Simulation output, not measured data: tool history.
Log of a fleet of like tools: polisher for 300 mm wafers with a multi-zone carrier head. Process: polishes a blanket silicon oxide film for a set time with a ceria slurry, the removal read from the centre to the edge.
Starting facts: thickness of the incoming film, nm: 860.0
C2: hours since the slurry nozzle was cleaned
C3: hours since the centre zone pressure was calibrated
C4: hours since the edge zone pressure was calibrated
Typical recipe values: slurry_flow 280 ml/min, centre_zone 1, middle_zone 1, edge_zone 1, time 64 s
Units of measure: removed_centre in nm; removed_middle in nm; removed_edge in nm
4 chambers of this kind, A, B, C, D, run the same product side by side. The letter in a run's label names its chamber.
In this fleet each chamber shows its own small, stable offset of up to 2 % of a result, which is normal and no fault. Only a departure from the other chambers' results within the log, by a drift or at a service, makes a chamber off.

-- hour=1.8 chamber A: worn pad replaced by a new one
run 1A hour=2.9 | slurry_flow=280 centre_zone=1 middle_zone=1 edge_zone=1 time=64 | wafers_polished_on_this_pad=16 C2=330.9 C3=428.9 C4=458.5 | removed_centre=296.25 removed_middle=308.7 removed_edge=299.96
run 2C hour=7.9 | slurry_flow=280 centre_zone=1 middle_zone=1 edge_zone=1 time=64 | wafers_polished_on_this_pad=366 C2=307.1 C3=181.7 C4=67.9 | removed_centre=297.25 removed_middle=299.68 removed_edge=301.74
run 3B hour=12.5 | slurry_flow=280 centre_zone=1 middle_zone=1 edge_zone=1 time=64 | wafers_polished_on_this_pad=632 C2=19.9 C3=309.9 C4=100.2 | removed_centre=302.37 removed_middle=293.06 removed_edge=302.1
run 4D hour=15.3 | slurry_flow=280 centre_zone=1 middle_zone=1 edge_zone=1 time=64 | wafers_polished_on_this_pad=565 C2=411 C3=1129.3 C4=960 | removed_centre=303.61 removed_middle=303.95 removed_edge=300.52
-- hour=17.5 chamber B: worn pad replaced by a new one
run 5C hour=20.2 | slurry_flow=325 centre_zone=1 middle_zone=0.94 edge_zone=1 time=64 | wafers_polished_on_this_pad=549 C2=319.4 C3=194 C4=80.2 | removed_centre=314.37 removed_middle=287.34 removed_edge=305.89
run 6D hour=23.5 | slurry_flow=325 centre_zone=1 middle_zone=0.94 edge_zone=1 time=64 | wafers_polished_on_this_pad=687 C2=419.2 C3=1137.5 C4=968.2 | removed_centre=304.46 removed_middle=285.43 removed_edge=310.6
run 7A hour=27.9 | slurry_flow=325 centre_zone=1 middle_zone=0.94 edge_zone=1 time=64 | wafers_polished_on_this_pad=387 C2=355.9 C3=453.9 C4=483.5 | removed_centre=305.56 removed_middle=290.29 removed_edge=300.54
-- hour=29.8 chamber A: centre zone pressure recalibrated
run 8B hour=31.4 | slurry_flow=325 centre_zone=1 middle_zone=0.94 edge_zone=1 time=64 | wafers_polished_on_this_pad=207 C2=38.8 C3=328.8 C4=119.1 | removed_centre=307.57 removed_middle=293.73 removed_edge=299.88
-- hour=33.4 chamber D: worn pad replaced by a new one
run 9C hour=35.7 | slurry_flow=280 centre_zone=1 middle_zone=1 edge_zone=1 time=64 | wafers_polished_on_this_pad=779 C2=334.9 C3=209.5 C4=95.7 | removed_centre=305.62 removed_middle=307.15 removed_edge=303.7
run 10D hour=40.7 | slurry_flow=280 centre_zone=1 middle_zone=1 edge_zone=1 time=64 | wafers_polished_on_this_pad=109 C2=436.4 C3=1154.7 C4=985.4 | removed_centre=293.31 removed_middle=303.74 removed_edge=299.6
-- hour=44 chamber A: worn pad replaced by a new one
run 11B hour=44.1 | slurry_flow=280 centre_zone=1 middle_zone=1 edge_zone=1 time=64 | wafers_polished_on_this_pad=395 C2=51.5 C3=341.5 C4=131.8 | removed_centre=295.42 removed_middle=304.63 removed_edge=299.99
run 12A hour=47.1 | slurry_flow=280 centre_zone=1 middle_zone=1 edge_zone=1 time=64 | wafers_polished_on_this_pad=47 C2=375.1 C3=17.3 C4=502.7 | removed_centre=296.84 removed_middle=298.55 removed_edge=297.87
-- hour=50.1 chamber D: centre zone pressure recalibrated
run 13D hour=51.2 | slurry_flow=280 centre_zone=1 middle_zone=1 edge_zone=1 time=64 | wafers_polished_on_this_pad=264 C2=446.9 C3=1.2 C4=995.9 | removed_centre=266.33 removed_middle=311.26 removed_edge=296.38
run 14C hour=55.2 | slurry_flow=280 centre_zone=1 middle_zone=1 edge_zone=0.96 time=64 | wafers_polished_on_this_pad=1068 C2=354.4 C3=229 C4=115.2 | removed_centre=300.91 removed_middle=304.78 removed_edge=291.32
run 15B hour=60 | slurry_flow=280 centre_zone=1 middle_zone=1 edge_zone=0.96 time=64 | wafers_polished_on_this_pad=631 C2=67.4 C3=357.4 C4=147.7 | removed_centre=300.04 removed_middle=301.6 removed_edge=296.25
run 16A hour=63.2 | slurry_flow=280 centre_zone=1 middle_zone=1 edge_zone=0.96 time=64 | wafers_polished_on_this_pad=286 C2=391.2 C3=33.4 C4=518.8 | removed_centre=306.49 removed_middle=297.5 removed_edge=296.95
run 17C hour=65.5 | slurry_flow=280 centre_zone=1 middle_zone=1 edge_zone=0.96 time=64 | wafers_polished_on_this_pad=1221 C2=364.7 C3=239.3 C4=125.5 | removed_centre=305 removed_middle=309.3 removed_edge=296.23
run 18A hour=68.7 | slurry_flow=280 centre_zone=1 middle_zone=1 edge_zone=0.91 time=64 | wafers_polished_on_this_pad=367 C2=396.7 C3=38.9 C4=524.3 | removed_centre=299.06 removed_middle=293.5 removed_edge=286.61
-- hour=69.4 chamber B: worn pad replaced by a new one
run 19D hour=73.8 | slurry_flow=280 centre_zone=1 middle_zone=1 edge_zone=0.91 time=64 | wafers_polished_on_this_pad=600 C2=469.5 C3=23.8 C4=1018.5 | removed_centre=265.65 removed_middle=311.29 removed_edge=288.98
-- hour=79 chamber D: worn pad replaced by a new one
run 20B hour=79 | slurry_flow=280 centre_zone=1 middle_zone=1 edge_zone=0.91 time=64 | wafers_polished_on_this_pad=143 C2=86.4 C3=376.4 C4=166.7 | removed_centre=301.44 removed_middle=292.9 removed_edge=288.38
run 21C hour=82 | slurry_flow=280 centre_zone=1 middle_zone=1 edge_zone=0.91 time=64 | wafers_polished_on_this_pad=1466 C2=381.2 C3=255.8 C4=142 | removed_centre=297.38 removed_middle=296.1 removed_edge=285.14
-- hour=82.7 chamber A: worn pad replaced by a new one
-- hour=84.3 chamber C: worn pad replaced by a new one
run 22A hour=84.7 | slurry_flow=280 centre_zone=1 middle_zone=1 edge_zone=1 time=64 | wafers_polished_on_this_pad=30 C2=412.7 C3=54.9 C4=540.3 | removed_centre=296.82 removed_middle=303.28 removed_edge=301
run 23D hour=87.4 | slurry_flow=280 centre_zone=1 middle_zone=1 edge_zone=1 time=64 | wafers_polished_on_this_pad=124 C2=483.1 C3=37.4 C4=1032.1 | removed_centre=261.76 removed_middle=302.18 removed_edge=300.88
run 24B hour=89.7 | slurry_flow=280 centre_zone=1 middle_zone=1 edge_zone=1 time=64 | wafers_polished_on_this_pad=302 C2=97.1 C3=387.1 C4=177.4 | removed_centre=293.53 removed_middle=302.74 removed_edge=301.29
run 25B hour=94.5 | slurry_flow=280 centre_zone=1 middle_zone=1 edge_zone=1 time=64 | wafers_polished_on_this_pad=373 C2=101.9 C3=391.9 C4=182.2 | removed_centre=296.68 removed_middle=300.59 removed_edge=300.58
run 26C hour=96.8 | slurry_flow=280 centre_zone=1 middle_zone=1 edge_zone=1 time=64 | wafers_polished_on_this_pad=185 C2=396 C3=270.6 C4=156.8 | removed_centre=296.31 removed_middle=308.76 removed_edge=302.7
run 27A hour=100.3 | slurry_flow=280 centre_zone=1 middle_zone=1 edge_zone=1 time=64 | wafers_polished_on_this_pad=262 C2=428.3 C3=70.5 C4=555.9 | removed_centre=300.68 removed_middle=306.63 removed_edge=301.37
run 28D hour=105.4 | slurry_flow=280 centre_zone=1 middle_zone=1 edge_zone=1 time=64 | wafers_polished_on_this_pad=392 C2=501.1 C3=55.4 C4=1050.1 | removed_centre=265.48 removed_middle=309.41 removed_edge=297.72
run 29C hour=107.7 | slurry_flow=280 centre_zone=1 middle_zone=1 edge_zone=1 time=64 | wafers_polished_on_this_pad=347 C2=406.9 C3=281.5 C4=167.7 | removed_centre=302.24 removed_middle=310.76 removed_edge=299.69
run 30B hour=112.8 | slurry_flow=280 centre_zone=1 middle_zone=1 edge_zone=1 time=64 | wafers_polished_on_this_pad=644 C2=120.2 C3=410.2 C4=200.5 | removed_centre=296.89 removed_middle=300.17 removed_edge=300.68
run 31D hour=115.9 | slurry_flow=280 centre_zone=1 middle_zone=1 edge_zone=1 time=64 | wafers_polished_on_this_pad=547 C2=511.6 C3=65.9 C4=1060.6 | removed_centre=266.56 removed_middle=298.43 removed_edge=298.92
-- hour=116 chamber D: edge zone pressure recalibrated
run 32A hour=119.2 | slurry_flow=280 centre_zone=1 middle_zone=1 edge_zone=1 time=64 | wafers_polished_on_this_pad=542 C2=447.2 C3=89.4 C4=574.8 | removed_centre=294.64 removed_middle=303.46 removed_edge=300.61
run 33B hour=123.9 | slurry_flow=280 centre_zone=1 middle_zone=0.93 edge_zone=1 time=64 | wafers_polished_on_this_pad=809 C2=131.3 C3=421.3 C4=211.6 | removed_centre=300.8 removed_middle=288.02 removed_edge=301.5
run 34D hour=127.5 | slurry_flow=280 centre_zone=1 middle_zone=0.93 edge_zone=1 time=64 | wafers_polished_on_this_pad=720 C2=523.2 C3=77.5 C4=11.6 | removed_centre=263.49 removed_middle=285.42 removed_edge=297.61
-- hour=128.3 chamber A: worn pad replaced by a new one
-- hour=130 chamber D: worn pad replaced by a new one
run 35A hour=131.5 | slurry_flow=280 centre_zone=1 middle_zone=0.93 edge_zone=1 time=64 | wafers_polished_on_this_pad=48 C2=459.5 C3=101.7 C4=587.1 | removed_centre=297.39 removed_middle=286.97 removed_edge=300.05
-- hour=131.6 chamber B: worn pad replaced by a new one
run 36C hour=136.1 | slurry_flow=280 centre_zone=1 middle_zone=0.93 edge_zone=1 time=64 | wafers_polished_on_this_pad=768 C2=435.3 C3=309.9 C4=196.1 | removed_centre=293.09 removed_middle=280.35 removed_edge=304.03
run 37C hour=140.8 | slurry_flow=280 centre_zone=1 middle_zone=1 edge_zone=1 time=64 | wafers_polished_on_this_pad=838 C2=440 C3=314.6 C4=200.8 | removed_centre=303.36 removed_middle=302.91 removed_edge=296.33
run 38B hour=144 | slurry_flow=280 centre_zone=1 middle_zone=1 edge_zone=1 time=64 | wafers_polished_on_this_pad=184 C2=151.4 C3=441.4 C4=231.7 | removed_centre=297.66 removed_middle=297.79 removed_edge=298.69
-- hour=144.1 chamber A: edge zone pressure recalibrated
run 39D hour=147.3 | slurry_flow=280 centre_zone=1 middle_zone=1 edge_zone=1 time=64 | wafers_polished_on_this_pad=257 C2=543 C3=97.3 C4=31.4 | removed_centre=260.24 removed_middle=306.45 removed_edge=299.15
run 40A hour=150.8 | slurry_flow=280 centre_zone=1 middle_zone=1 edge_zone=1 time=64 | wafers_polished_on_this_pad=334 C2=478.8 C3=121 C4=6.7 | removed_centre=297.92 removed_middle=298.58 removed_edge=301.53
run 41B hour=153.2 | slurry_flow=280 centre_zone=1 middle_zone=1 edge_zone=1 time=64 | wafers_polished_on_this_pad=320 C2=160.6 C3=450.6 C4=240.9 | removed_centre=292.91 removed_middle=307.1 removed_edge=302.16
run 42A hour=155.9 | slurry_flow=280 centre_zone=1 middle_zone=1 edge_zone=1 time=64 | wafers_polished_on_this_pad=410 C2=483.9 C3=126.1 C4=11.8 | removed_centre=298.61 removed_middle=303.17 removed_edge=301.48
run 43C hour=160.4 | slurry_flow=280 centre_zone=1 middle_zone=1 edge_zone=1 time=64 | wafers_polished_on_this_pad=1129 C2=459.6 C3=334.2 C4=220.4 | removed_centre=308.66 removed_middle=302.14 removed_edge=292.48
run 44D hour=165.4 | slurry_flow=280 centre_zone=1 middle_zone=1 edge_zone=1 time=64 | wafers_polished_on_this_pad=526 C2=561.1 C3=115.4 C4=49.5 | removed_centre=265.88 removed_middle=303.86 removed_edge=304.86

Does one chamber stand apart from the rest, does the shared gauge drift, or is all well apart from small per-chamber offsets? Give the chamber and the most likely cause, where there is one.

Chamber D came out of a service off from its peers and stayed that way.
Cause: centre zone's pressure below its setpoint, % = 10.3.

Here are 4 candidates for chamber D's next run, each the usual settings with a change, their results left as question marks. Which one brings its results back in line with what the others give on the usual settings?
In line here means within this much of the mean the other chambers give on the usual settings: removed_centre 15 nm; removed_middle 15 nm; removed_edge 9.6 nm
run 45D-1 hour=169.1 | slurry_flow=275 centre_zone=0.9 middle_zone=1.03 edge_zone=1.03 time=63 | removed_centre=? removed_middle=? removed_edge=?
run 45D-2 hour=169.1 | slurry_flow=265 centre_zone=0.83 middle_zone=1.05 edge_zone=1.06 time=63 | removed_centre=? removed_middle=? removed_edge=?
run 45D-3 hour=169.1 | slurry_flow=285 centre_zone=1.1 middle_zone=0.97 edge_zone=0.97 time=65 | removed_centre=? removed_middle=? removed_edge=?
run 45D-4 hour=169.1 | slurry_flow=305 centre_zone=1.17 middle_zone=0.92 edge_zone=0.9 time=67 | removed_centre=? removed_middle=? removed_edge=?

Other chambers, usual settings, mean: removed_centre 299.15 nm; removed_middle 300.66 nm; removed_edge 300.22 nm
run=45D-1 removed_centre=231.93 removed_middle=308.72 removed_edge=298.39
run=45D-2 removed_centre=210.71 removed_middle=312.93 removed_edge=301.9
run=45D-3 removed_centre=300.18 removed_middle=302.6 removed_edge=299.58
run=45D-4 removed_centre=333.53 removed_middle=299.46 removed_edge=299.23
The right change is 45D-3: it brings the chamber back within the allowed miss of the others.

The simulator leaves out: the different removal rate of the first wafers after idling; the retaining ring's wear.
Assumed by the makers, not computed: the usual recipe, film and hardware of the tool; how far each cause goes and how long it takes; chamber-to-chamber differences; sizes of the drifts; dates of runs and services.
